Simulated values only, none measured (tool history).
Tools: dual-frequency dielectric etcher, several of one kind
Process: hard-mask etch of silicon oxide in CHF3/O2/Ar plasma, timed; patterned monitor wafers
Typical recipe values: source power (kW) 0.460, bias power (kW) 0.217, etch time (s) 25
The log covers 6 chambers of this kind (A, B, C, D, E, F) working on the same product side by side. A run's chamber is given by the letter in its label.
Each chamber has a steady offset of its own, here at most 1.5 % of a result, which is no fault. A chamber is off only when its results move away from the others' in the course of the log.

| run | hour | source power (kW) | bias power (kW) | etch time (s) | read-back reference wafer on the same gauge, depth_nm | mean etch depth across the wafer (nm) |
|---|---|---|---|---|---|---|
| 1C | 3.8 | 0.460 | 0.217 | 25 | 38.495 | 48.025 |
|  | 6.8 | chamber A: source power generator calibrated |
| 2A | 12.1 | 0.460 | 0.217 | 25 | 38.505 | 48.343 |
|  | 13.3 | chamber C: wet clean of the chamber |
| 3E | 17.5 | 0.460 | 0.217 | 25 | 38.513 | 47.712 |
| 4D | 23.1 | 0.460 | 0.217 | 25 | 38.511 | 47.618 |
| 5F | 29.7 | 0.460 | 0.217 | 25 | 38.516 | 47.676 |
|  | 34.7 | chamber C: source power generator calibrated |
| 6B | 36.9 | 0.460 | 0.217 | 25 | 38.516 | 47.673 |
| 7F | 44.4 | 0.460 | 0.217 | 25 | 38.526 | 47.723 |
| 8A | 52.3 | 0.460 | 0.217 | 25 | 38.526 | 48.355 |
| 9C | 60.1 | 0.460 | 0.217 | 25 | 38.535 | 48.019 |
| 10E | 67.5 | 0.460 | 0.217 | 25 | 38.546 | 47.772 |
| 11D | 75.3 | 0.460 | 0.217 | 25 | 38.543 | 47.682 |
| 12B | 80.9 | 0.460 | 0.217 | 25 | 38.548 | 47.682 |
| 13D | 88.2 | 0.460 | 0.177 | 22 | 38.550 | 39.034 |
|  | 90.5 | chamber A: wet clean of the chamber |
| 14C | 93.3 | 0.460 | 0.177 | 22 | 38.551 | 39.386 |
| 15E | 97.5 | 0.460 | 0.177 | 22 | 38.560 | 39.172 |
| 16B | 103.9 | 0.460 | 0.177 | 22 | 38.559 | 39.187 |
| 17A | 109.4 | 0.460 | 0.177 | 22 | 38.561 | 39.649 |
|  | 113.1 | chamber B: wet clean of the chamber |
| 18F | 117.7 | 0.460 | 0.177 | 22 | 38.564 | 39.082 |
| 19E | 125.3 | 0.460 | 0.217 | 25 | 38.566 | 47.706 |
| 20F | 130.3 | 0.460 | 0.217 | 25 | 38.590 | 47.763 |
| 21C | 138.3 | 0.460 | 0.217 | 25 | 38.581 | 48.027 |
| 22B | 144.9 | 0.460 | 0.217 | 25 | 38.586 | 47.715 |
| 23D | 149.7 | 0.530 | 0.217 | 25 | 38.601 | 50.239 |
| 24A | 157.8 | 0.530 | 0.217 | 25 | 38.599 | 51.188 |
| 25A | 166.4 | 0.530 | 0.217 | 25 | 38.600 | 51.086 |
| 26F | 170.7 | 0.530 | 0.217 | 25 | 38.600 | 50.380 |
|  | 172.8 | chamber D: bias power generator calibrated |
|  | 176.9 | chamber E: source power generator calibrated |
| 27C | 177.0 | 0.530 | 0.217 | 25 | 38.596 | 50.646 |
| 28B | 183.8 | 0.530 | 0.217 | 25 | 38.604 | 50.359 |
|  | 188.7 | chamber C: bias power generator calibrated |
| 29D | 190.1 | 0.460 | 0.217 | 25 | 38.612 | 47.690 |
| 30E | 196.7 | 0.460 | 0.217 | 25 | 38.625 | 47.883 |
| 31B | 204.8 | 0.460 | 0.217 | 25 | 38.623 | 47.801 |
|  | 211.3 | chamber D: wet clean of the chamber |
| 32F | 211.6 | 0.560 | 0.217 | 25 | 38.635 | 51.552 |
| 33E | 216.6 | 0.560 | 0.217 | 25 | 38.634 | 51.553 |
| 34D | 222.0 | 0.560 | 0.217 | 25 | 38.633 | 51.498 |
| 35A | 227.2 | 0.560 | 0.217 | 25 | 38.634 | 52.264 |
| 36C | 231.8 | 0.560 | 0.217 | 25 | 38.639 | 51.772 |
| 37A | 239.2 | 0.560 | 0.217 | 25 | 38.643 | 52.266 |
| 38D | 244.0 | 0.510 | 0.217 | 25 | 38.640 | 49.616 |
| 39C | 250.5 | 0.510 | 0.217 | 25 | 38.642 | 50.032 |
|  | 255.3 | chamber E: wet clean of the chamber |
| 40E | 259.1 | 0.510 | 0.217 | 25 | 38.661 | 49.725 |
| 41B | 267.7 | 0.510 | 0.217 | 25 | 38.668 | 49.750 |
| 42F | 275.8 | 0.510 | 0.217 | 25 | 38.661 | 49.700 |

The same settings go to every chamber for the next run, one line per chamber below. Forecast the results for each:
| 43A | 282.0 | 0.460 | 0.217 | 25 |  | ? |
| 43B | 282.0 | 0.460 | 0.217 | 25 |  | ? |
| 43C | 282.0 | 0.460 | 0.217 | 25 |  | ? |
| 43D | 282.0 | 0.460 | 0.217 | 25 |  | ? |
| 43E | 282.0 | 0.460 | 0.217 | 25 |  | ? |
| 43F | 282.0 | 0.460 | 0.217 | 25 |  | ? |

| run | mean etch depth across the wafer (nm) |
|---|---|
| 43A | 48.507 |
| 43B | 47.906 |
| 43C | 48.219 |
| 43D | 47.810 |
| 43E | 47.911 |
| 43F | 47.822 |
